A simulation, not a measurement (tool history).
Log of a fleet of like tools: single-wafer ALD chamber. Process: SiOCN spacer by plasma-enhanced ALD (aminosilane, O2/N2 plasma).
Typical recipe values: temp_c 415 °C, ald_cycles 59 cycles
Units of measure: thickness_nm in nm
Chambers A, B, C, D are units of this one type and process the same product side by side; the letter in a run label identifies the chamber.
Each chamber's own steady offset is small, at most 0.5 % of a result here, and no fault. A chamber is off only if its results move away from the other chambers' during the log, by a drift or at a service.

run   hour  temp_c  ald_cycles  hours since the last thermocouple change  read-back reference wafer on the same gauge, thickness_nm  thickness_nm
 1A    9.3     415          59                                     380.4                                                     3.4609        3.4054
 2B   16.1     415          59                                    2903.8                                                     3.4605        3.4174
 3D   23.3     415          59                                     248.4                                                     3.4614        3.3967
 4C   33.3     415          59                                    1068.4                                                      3.462        3.3948
 5C   40.9     415          59                                      1076                                                     3.4623        3.3862
 6D   50.1     415          67                                     275.2                                                      3.463        3.8567
 7A   58.5     415          67                                     429.6                                                     3.4623        3.8651
 8B   72.8     415          67                                    2960.5                                                      3.463        3.8836
 9B   87.3     415          67                                      2975                                                     3.4647        3.8856
10A   97.8     415          59                                     468.9                                                     3.4641        3.4047
11C  105.2     415          59                                    1140.3                                                     3.4657        3.3918
       109  -- chamber B: thermocouple changed; heater temperature recalibrated
12D  115.4     415          59                                     340.5                                                     3.4653        3.4063
13B  127.8     415          59                                      18.9                                                     3.4652        3.4222
14D  136.2     415          59                                     361.3                                                     3.4666        3.4037
15C  147.4     415          59                                    1182.5                                                     3.4665        3.3963
16A  156.4     415          59                                     527.5                                                     3.4677        3.4195
17B  169.5     409          65                                      60.6                                                     3.4664        3.8495
18C  176.9     409          65                                      1212                                                      3.468        3.8186
19A  191.7     409          65                                     562.8                                                     3.4686        3.8232
20D  204.7     409          65                                     429.8                                                     3.4684        3.8381
21B  216.6     415          59                                     107.7                                                      3.469        3.4258
22C  228.9     429          59                                      1264                                                     3.4691        3.2478
23A  239.8     429          59                                     610.9                                                     3.4711         3.266
24D  247.5     429          59                                     472.6                                                     3.4699        3.2604
25A  260.8     429          59                                     631.9                                                     3.4714        3.2623
26D  271.4     415          59                                     496.5                                                     3.4715        3.4102
27C  280.1     415          59                                    1315.2                                                     3.4726        3.4054
28B    291     415          68                                     182.1                                                     3.4741        3.9394
29C  305.9     415          68                                      1341                                                     3.4736        3.9171
30D  313.8     415          68                                     538.9                                                     3.4736        3.9327
31A  327.5     415          68                                     698.6                                                     3.4749        3.9462
32B  336.6     415          59                                     227.7                                                     3.4745        3.4338
33B  349.9     415          59                                       241                                                     3.4755        3.4396
34D  359.2     415          66                                     584.3                                                      3.475        3.8239
35A  374.4     415          66                                     745.5                                                     3.4766        3.8195
36C  387.2     415          66                                    1422.3                                                     3.4783        3.8165
37D  397.2     415          66                                     622.3                                                      3.477        3.8164
38B  404.7     415          59                                     295.8                                                     3.4778        3.4347
39C  413.6     415          59                                    1448.7                                                     3.4792        3.4031
40A  427.6     409          53                                     798.7                                                     3.4796        3.1355
41D  436.6     409          53                                     661.7                                                       3.48        3.1299

Predict what each chamber gives when all 4 of them run the settings below next.
42A  447.4     415          53                                                                                                                  ?
42B  447.4     415          53                                                                                                                  ?
42C  447.4     415          53                                                                                                                  ?
42D  447.4     415          53                                                                                                                  ?

run  thickness_nm
42A        3.0695
42B        3.0895
42C        3.0551
42D        3.0654

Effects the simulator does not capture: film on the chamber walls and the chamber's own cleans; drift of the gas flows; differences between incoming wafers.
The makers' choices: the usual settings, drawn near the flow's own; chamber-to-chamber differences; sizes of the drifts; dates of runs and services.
